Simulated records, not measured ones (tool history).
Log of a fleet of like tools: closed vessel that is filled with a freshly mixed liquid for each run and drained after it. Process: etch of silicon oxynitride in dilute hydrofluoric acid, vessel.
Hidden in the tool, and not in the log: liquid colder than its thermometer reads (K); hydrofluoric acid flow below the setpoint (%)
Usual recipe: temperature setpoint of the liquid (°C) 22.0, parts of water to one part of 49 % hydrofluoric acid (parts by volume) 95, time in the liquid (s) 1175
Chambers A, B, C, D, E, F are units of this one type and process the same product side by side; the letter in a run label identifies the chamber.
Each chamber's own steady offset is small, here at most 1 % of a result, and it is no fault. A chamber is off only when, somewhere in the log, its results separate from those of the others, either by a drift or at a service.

run	hour	temperature setpoint of the liquid (°C)	parts of water to one part of 49 % hydrofluoric acid (parts by volume)	time in the liquid (s)	hours since the thermometer was replaced	hours since the hydrofluoric acid flow meter was replaced	read-back film thickness of the silicon oxynitride reference wafer, read on the same gauge (nm)	thickness taken off the silicon oxynitride on a monitor wafer (Å)
1F	14.5	22.0	95	1175	372.4	819.1	59.991	538.48
2D	30.9	22.0	95	1175	114.2	1266.6	60.018	537.72
3C	39.6	22.0	95	1175	736.4	268.2	59.991	538.60
4E	53.2	22.0	95	1175	437.7	809.1	59.957	542.46
5B	67.4	17.5	95	1175	938.6	136.4	60.011	435.31
6A	79.3	17.5	95	1175	539.4	1529.1	60.008	438.46
7E	95.4	17.5	95	1175	479.9	851.3	60.001	430.81
8D	110.4	17.5	95	1175	193.7	1346.1	60.001	435.28
9B	124.0	17.5	95	1175	995.2	193.0	60.006	436.15
10F	135.0	17.5	95	1175	492.9	939.6	60.003	430.81
11C	149.3	22.0	95	1175	846.1	377.9	59.996	534.08
# hour 156.9: chamber F: hydrofluoric acid flow meter replaced
12A	160.8	22.0	95	1175	620.9	1610.6	59.996	547.55
13C	172.2	22.0	95	1730	869.0	400.8	60.001	789.75
14E	185.5	22.0	95	1730	570.0	941.4	60.006	797.83
15A	193.6	22.0	95	1730	653.7	1643.4	59.994	789.07
# hour 203.3: chamber A: hydrofluoric acid flow meter replaced
16F	209.5	22.0	95	1730	567.4	52.7	60.000	795.92
# hour 215.2: chamber E: hydrofluoric acid flow meter replaced
17D	220.7	22.0	95	1730	304.0	1456.4	60.013	783.63
18B	236.3	22.0	95	1730	1107.5	305.3	59.989	802.33
19B	245.8	22.0	95	1175	1117.0	314.8	59.998	541.23
20D	253.5	22.0	95	1175	336.8	1489.2	60.016	532.75
21A	263.3	22.0	95	1175	723.4	60.0	60.017	552.15
22E	276.8	27.0	125	1175	661.3	61.7	59.991	503.27
# hour 280.3: chamber C: hydrofluoric acid flow meter replaced
23F	287.9	27.0	125	1175	645.8	131.1	59.997	505.73
24C	295.1	27.0	125	1175	991.9	14.8	59.993	495.54
25F	311.1	27.0	125	1175	669.0	154.3	60.020	502.51
26A	322.9	27.0	125	1175	783.0	119.6	60.000	500.52
# hour 323.8: chamber D: hydrofluoric acid flow meter replaced
27C	331.1	27.0	125	1175	1027.9	50.8	60.008	491.17
28B	341.7	22.0	95	1175	1212.9	410.7	60.001	537.43
29D	355.7	22.0	60	1175	439.0	31.9	60.015	887.16
30E	369.1	22.0	60	1175	753.6	154.0	59.998	883.26
# hour 371.8: chamber F: thermometer replaced
31B	379.4	22.0	60	1175	1250.6	448.4	60.022	869.34
32C	393.5	22.0	60	1175	1090.3	113.2	60.004	866.78
33F	402.6	22.0	60	1175	30.8	245.8	59.995	883.94
34E	412.4	22.0	60	1175	796.9	197.3	60.006	885.83
35D	426.8	22.0	95	510	510.1	103.0	60.024	234.54
36A	437.3	22.0	95	510	897.4	234.0	59.980	237.02
37F	448.3	22.0	95	510	76.5	291.5	60.012	233.78
38E	460.8	22.0	95	510	845.3	245.7	60.018	233.63
39B	474.9	22.0	95	510	1346.1	543.9	59.981	233.43
40A	484.8	22.0	95	510	944.9	281.5	59.996	236.43
41C	498.6	22.0	95	1175	1195.4	218.3	59.995	521.48
42D	508.6	22.0	95	1175	591.9	184.8	59.991	541.41
43D	516.1	22.0	95	1175	599.4	192.3	60.007	543.99

All chambers now run identical settings, listed one chamber a line with results as question marks. What results will each chamber show?
44A	528.0	25.5	95	1175				?
44B	528.0	25.5	95	1175				?
44C	528.0	25.5	95	1175				?
44D	528.0	25.5	95	1175				?
44E	528.0	25.5	95	1175				?
44F	528.0	25.5	95	1175				?

run	thickness taken off the silicon oxynitride on a monitor wafer (Å)
44A	638.72
44B	642.05
44C	608.39
44D	633.41
44E	640.59
44F	637.80
